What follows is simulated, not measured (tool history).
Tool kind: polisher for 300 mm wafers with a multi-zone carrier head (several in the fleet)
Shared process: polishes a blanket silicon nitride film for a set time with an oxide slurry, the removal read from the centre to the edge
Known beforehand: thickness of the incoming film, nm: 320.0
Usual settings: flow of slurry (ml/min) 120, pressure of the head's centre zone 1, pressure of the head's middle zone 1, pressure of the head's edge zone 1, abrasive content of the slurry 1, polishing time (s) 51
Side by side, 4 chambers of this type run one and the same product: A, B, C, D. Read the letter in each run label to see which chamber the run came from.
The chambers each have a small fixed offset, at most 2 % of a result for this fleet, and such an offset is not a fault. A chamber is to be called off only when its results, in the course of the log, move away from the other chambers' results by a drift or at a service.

run	hour	flow of slurry (ml/min)	pressure of the head's centre zone	pressure of the head's middle zone	pressure of the head's edge zone	abrasive content of the slurry	polishing time (s)	wafers polished on this pad	hours since the slurry nozzle was cleaned	hours since the centre zone pressure was calibrated	hours since the edge zone pressure was calibrated	film removed at the wafer's centre (nm)	film removed at mid-radius (nm)	film removed at the wafer's edge (nm)
1B	7.8	120	1	1	1	1	51	784	504.9	106.3	618.7	37.501	36.816	37.637
2A	13.3	120	1	1	1	1	51	532	622.8	629.6	326.8	36.928	36.651	37.635
3D	23.4	120	1	1	1	1	51	255	331.2	829	485	37.379	38.256	36.609
4C	30.1	120	1	1	1	1	51	671	339.9	1107.8	930.3	37.5	37.025	36.709
5C	36	120	1	1	1	1	51	727	345.8	1113.7	936.2	37.837	38.073	37.556
# hour 41.8: chamber B: worn pad replaced by a new one
6B	46.9	120	1	1	1	1	51	48	544	145.4	657.8	37.463	36.831	38.129
7A	55.4	120	1	1	1	1	51	933	664.9	671.7	368.9	36.96	36.637	36.97
# hour 59: chamber C: worn pad replaced by a new one
8D	66.8	85	1.09	1	1	1	51	669	374.6	872.4	528.4	36.514	34.533	35.632
9D	78.8	85	1.09	1	1	1	51	783	386.6	884.4	540.4	37.096	35.079	35.781
10C	90.9	85	1.09	1	1	1	51	304	400.7	1168.6	991.1	36.184	33.398	33.995
11B	100.5	85	1.09	1	1	1	51	559	597.6	199	711.4	36.341	34.044	35.354
# hour 100.8: chamber A: worn pad replaced by a new one
# hour 104.1: chamber D: worn pad replaced by a new one
12A	106.8	120	1	1	1	1	51	57	716.3	723.1	420.3	36.881	38.377	37.368
13C	112.6	120	1	1	1	1	51	511	422.4	1190.3	1012.8	36.75	36.735	36.37
14A	121.5	120	1	1	1	1	51	197	731	737.8	435	37.175	36.89	37.508
15D	130.1	120	1	1	1	1	51	248	437.9	935.7	591.7	37.368	37.093	37.571
16B	139.8	120	1	1	1	1	41	934	636.9	238.3	750.7	30.577	29.634	30.22
# hour 148.7: chamber B: worn pad replaced by a new one
17C	149.3	120	1	1	1	1	41	861	459.1	1227	1049.5	28.825	28.819	28.516
18A	154.8	120	1	1	1	1	41	515	764.3	771.1	468.3	29.948	29.686	30.251
19D	166.4	120	1	1	1	1	41	594	474.2	972	628	29.687	30.151	30.15
20B	174.6	120	1	1	1	1	51	247	671.7	273.1	785.5	37.217	37.476	37.501
# hour 179.9: chamber C: worn pad replaced by a new one
21C	185.3	120	1	1	1	1	51	51	495.1	1263	1085.5	35.125	35.789	35.187
# hour 188.1: chamber A: slurry nozzle cleaned
22B	194	120	1	1	1	1	51	432	691.1	292.5	804.9	37.531	36.496	38.037
23A	199.9	120	1	1	1	1	51	945	11.9	816.2	513.4	37.501	36.41	36.965
24D	206.4	120	1	1	1	1	51	976	514.2	1012	668	37.588	36.93	37.381
# hour 211.3: chamber D: worn pad replaced by a new one
25C	215	120	1	1	1	1	51	334	524.8	1292.7	1115.2	34.728	34.558	35.128
26D	221.9	120	1	1	1	1	51	101	529.7	1027.5	683.5	37.489	37.414	37.863
27B	233.4	120	1	1	1	1	51	808	730.5	331.9	844.3	37.803	38.014	37.908

The same settings go to every chamber for the next run, one line per chamber below. Forecast the results for each:
28A	242.3	120	1	1	1	1	51					?	?	?
28B	242.3	120	1	1	1	1	51					?	?	?
28C	242.3	120	1	1	1	1	51					?	?	?
28D	242.3	120	1	1	1	1	51					?	?	?

run	film removed at the wafer's centre (nm)	film removed at mid-radius (nm)	film removed at the wafer's edge (nm)
28A	37.157	36.717	37.246
28B	37.111	37.241	37.762
28C	33.853	34.178	34.706
28D	37.196	38.331	38.05
